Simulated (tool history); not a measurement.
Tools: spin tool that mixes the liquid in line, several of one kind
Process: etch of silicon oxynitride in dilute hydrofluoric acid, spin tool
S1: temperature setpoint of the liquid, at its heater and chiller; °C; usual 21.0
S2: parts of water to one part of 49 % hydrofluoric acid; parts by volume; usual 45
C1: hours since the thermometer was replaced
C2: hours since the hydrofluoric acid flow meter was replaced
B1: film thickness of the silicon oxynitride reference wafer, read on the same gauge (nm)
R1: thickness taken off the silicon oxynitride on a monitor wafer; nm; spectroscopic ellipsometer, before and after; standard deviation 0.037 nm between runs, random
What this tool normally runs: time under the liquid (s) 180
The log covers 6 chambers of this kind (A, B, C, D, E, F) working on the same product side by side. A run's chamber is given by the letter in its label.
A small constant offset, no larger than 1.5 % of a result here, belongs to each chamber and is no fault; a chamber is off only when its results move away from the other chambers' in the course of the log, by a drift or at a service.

{"run": "1A", "hour": 11.5, "S1": 21.0, "S2": 45, "time under the liquid (s)": 180, "C1": 1932.0, "C2": 1425.3, "B1": 60.047, "R1": 7.2335}
{"run": "2E", "hour": 20.7, "S1": 21.0, "S2": 45, "time under the liquid (s)": 180, "C1": 1559.0, "C2": 663.8, "B1": 59.999, "R1": 7.2256}
{"run": "3F", "hour": 33.4, "S1": 21.0, "S2": 45, "time under the liquid (s)": 180, "C1": 1391.0, "C2": 546.1, "B1": 60.02, "R1": 7.363}
{"run": "4C", "hour": 40.3, "S1": 21.0, "S2": 45, "time under the liquid (s)": 180, "C1": 933.6, "C2": 1124.6, "B1": 60.012, "R1": 7.3012}
{"run": "5B", "hour": 47.6, "S1": 21.0, "S2": 45, "time under the liquid (s)": 180, "C1": 811.2, "C2": 89.3, "B1": 59.991, "R1": 7.299}
{"run": "6D", "hour": 54.3, "S1": 21.0, "S2": 45, "time under the liquid (s)": 180, "C1": 2071.2, "C2": 386.5, "B1": 60.024, "R1": 7.3605}
{"run": "7C", "hour": 65.8, "S1": 21.0, "S2": 45, "time under the liquid (s)": 180, "C1": 959.1, "C2": 1150.1, "B1": 59.966, "R1": 7.2665}
{"run": "8A", "hour": 77.7, "S1": 21.0, "S2": 45, "time under the liquid (s)": 180, "C1": 1998.2, "C2": 1491.5, "B1": 60.019, "R1": 7.2547}
{"run": "9B", "hour": 84.9, "S1": 21.0, "S2": 45, "time under the liquid (s)": 180, "C1": 848.5, "C2": 126.6, "B1": 60.008, "R1": 7.3585}
{"run": "10D", "hour": 94.2, "S1": 21.0, "S2": 45, "time under the liquid (s)": 180, "C1": 2111.1, "C2": 426.4, "B1": 60.012, "R1": 7.3637}
{"run": "11E", "hour": 101.5, "S1": 21.0, "S2": 45, "time under the liquid (s)": 180, "C1": 1639.8, "C2": 744.6, "B1": 60.033, "R1": 7.2933}
{"run": "12F", "hour": 114.9, "S1": 21.0, "S2": 45, "time under the liquid (s)": 180, "C1": 1472.5, "C2": 627.6, "B1": 60.018, "R1": 7.3502}
{"run": "13E", "hour": 122.2, "S1": 21.0, "S2": 45, "time under the liquid (s)": 180, "C1": 1660.5, "C2": 765.3, "B1": 60.037, "R1": 7.2262}
{"run": "14F", "hour": 129.4, "S1": 21.0, "S2": 45, "time under the liquid (s)": 180, "C1": 1487.0, "C2": 642.1, "B1": 59.975, "R1": 7.4259}
{"run": "15C", "hour": 138.8, "S1": 21.0, "S2": 45, "time under the liquid (s)": 180, "C1": 1032.1, "C2": 1223.1, "B1": 60.064, "R1": 7.2447}
{"run": "16B", "hour": 150.5, "S1": 21.0, "S2": 45, "time under the liquid (s)": 180, "C1": 914.1, "C2": 192.2, "B1": 59.98, "R1": 7.3215}
{"run": "17D", "hour": 161.1, "S1": 21.0, "S2": 45, "time under the liquid (s)": 180, "C1": 2178.0, "C2": 493.3, "B1": 59.999, "R1": 7.4168}
{"run": "18A", "hour": 170.7, "S1": 21.0, "S2": 45, "time under the liquid (s)": 180, "C1": 2091.2, "C2": 1584.5, "B1": 60.028, "R1": 7.2223}
{"run": "19E", "hour": 179.9, "S1": 21.0, "S2": 45, "time under the liquid (s)": 180, "C1": 1718.2, "C2": 823.0, "B1": 60.032, "R1": 7.2304}
{"run": "20F", "hour": 192.0, "S1": 21.0, "S2": 45, "time under the liquid (s)": 180, "C1": 1549.6, "C2": 704.7, "B1": 59.952, "R1": 7.2822}
{"run": "21B", "hour": 201.6, "S1": 23.0, "S2": 45, "time under the liquid (s)": 180, "C1": 965.2, "C2": 243.3, "B1": 59.984, "R1": 8.0949}
{"run": "22C", "hour": 211.8, "S1": 23.0, "S2": 45, "time under the liquid (s)": 180, "C1": 1105.1, "C2": 1296.1, "B1": 60.022, "R1": 8.0454}
{"run": "23A", "hour": 221.9, "S1": 23.0, "S2": 45, "time under the liquid (s)": 180, "C1": 2142.4, "C2": 1635.7, "B1": 60.033, "R1": 8.0271}
{"run": "24D", "hour": 233.0, "S1": 23.0, "S2": 45, "time under the liquid (s)": 180, "C1": 2249.9, "C2": 565.2, "B1": 59.985, "R1": 8.1565}
{"run": "25F", "hour": 241.1, "S1": 23.0, "S2": 45, "time under the liquid (s)": 180, "C1": 1598.7, "C2": 753.8, "B1": 60.019, "R1": 8.0376}
{"run": "26A", "hour": 248.0, "S1": 23.0, "S2": 45, "time under the liquid (s)": 180, "C1": 2168.5, "C2": 1661.8, "B1": 60.024, "R1": 7.9953}
{"run": "27C", "hour": 256.1, "S1": 21.0, "S2": 45, "time under the liquid (s)": 180, "C1": 1149.4, "C2": 1340.4, "B1": 59.997, "R1": 7.3164}
{"run": "28B", "hour": 263.9, "S1": 21.0, "S2": 45, "time under the liquid (s)": 180, "C1": 1027.5, "C2": 305.6, "B1": 60.053, "R1": 7.3876}
{"run": "29D", "hour": 273.5, "S1": 21.0, "S2": 45, "time under the liquid (s)": 180, "C1": 2290.4, "C2": 605.7, "B1": 60.037, "R1": 7.3961}
{"run": "30E", "hour": 283.7, "S1": 21.0, "S2": 45, "time under the liquid (s)": 180, "C1": 1822.0, "C2": 926.8, "B1": 59.991, "R1": 7.3019}
{"hour": 283.8, "done": "chamber C: hydrofluoric acid flow meter replaced"}
{"hour": 285.4, "done": "chamber D: thermometer replaced"}
{"run": "31E", "hour": 293.7, "S1": 21.0, "S2": 45, "time under the liquid (s)": 180, "C1": 1832.0, "C2": 936.8, "B1": 60.007, "R1": 7.2074}
{"run": "32C", "hour": 307.3, "S1": 21.0, "S2": 45, "time under the liquid (s)": 180, "C1": 1200.6, "C2": 23.6, "B1": 60.0, "R1": 7.2461}
{"run": "33D", "hour": 316.2, "S1": 21.0, "S2": 45, "time under the liquid (s)": 180, "C1": 30.8, "C2": 648.4, "B1": 59.967, "R1": 7.3338}
{"hour": 318.3, "done": "chamber A: thermometer replaced"}
{"run": "34A", "hour": 324.0, "S1": 21.0, "S2": 45, "time under the liquid (s)": 180, "C1": 5.8, "C2": 1737.8, "B1": 60.003, "R1": 7.2289}
{"run": "35B", "hour": 332.9, "S1": 21.0, "S2": 45, "time under the liquid (s)": 180, "C1": 1096.5, "C2": 374.6, "B1": 59.975, "R1": 7.3421}
{"run": "36F", "hour": 345.9, "S1": 24.5, "S2": 40, "time under the liquid (s)": 180, "C1": 1703.5, "C2": 858.6, "B1": 60.022, "R1": 9.6165}
{"run": "37D", "hour": 353.0, "S1": 24.5, "S2": 40, "time under the liquid (s)": 180, "C1": 67.6, "C2": 685.2, "B1": 59.931, "R1": 9.9498}

Does one chamber stand apart from the rest, does the shared gauge drift, or is all well apart from small per-chamber offsets? Give the chamber and the most likely cause, where there is one.

Little by little, chamber F moves away from the other chambers.
Most likely cause: hydrofluoric acid flow below the setpoint (%) = 3.74.
It could be hard to tell apart here from: liquid colder than its thermometer reads (K).

Chamber F could run next with any of the 4 candidate recipes listed below; each alters the usual settings, and their results appear as question marks. Which one brings its results back in line with what the other chambers deliver on the usual settings?
A result is in line if it is within this distance of the other chambers' mean on the usual settings: R1 0.1300 nm
{"run": "38F-1", "hour": 363.5, "S1": 21.0, "S2": 45, "time under the liquid (s)": 170, "R1": "?"}
{"run": "38F-2", "hour": 363.5, "S1": 21.0, "S2": 45, "time under the liquid (s)": 175, "R1": "?"}
{"run": "38F-3", "hour": 363.5, "S1": 21.0, "S2": 45, "time under the liquid (s)": 185, "R1": "?"}
{"run": "38F-4", "hour": 363.5, "S1": 21.0, "S2": 45, "time under the liquid (s)": 190, "R1": "?"}

Average result of the remaining chambers running the usual settings: R1 7.2981 nm
run=38F-1 R1=6.6834
run=38F-2 R1=6.8800
run=38F-3 R1=7.2731
run=38F-4 R1=7.4697
38F-3 is the one that brings the chamber's results back in line with the other chambers.
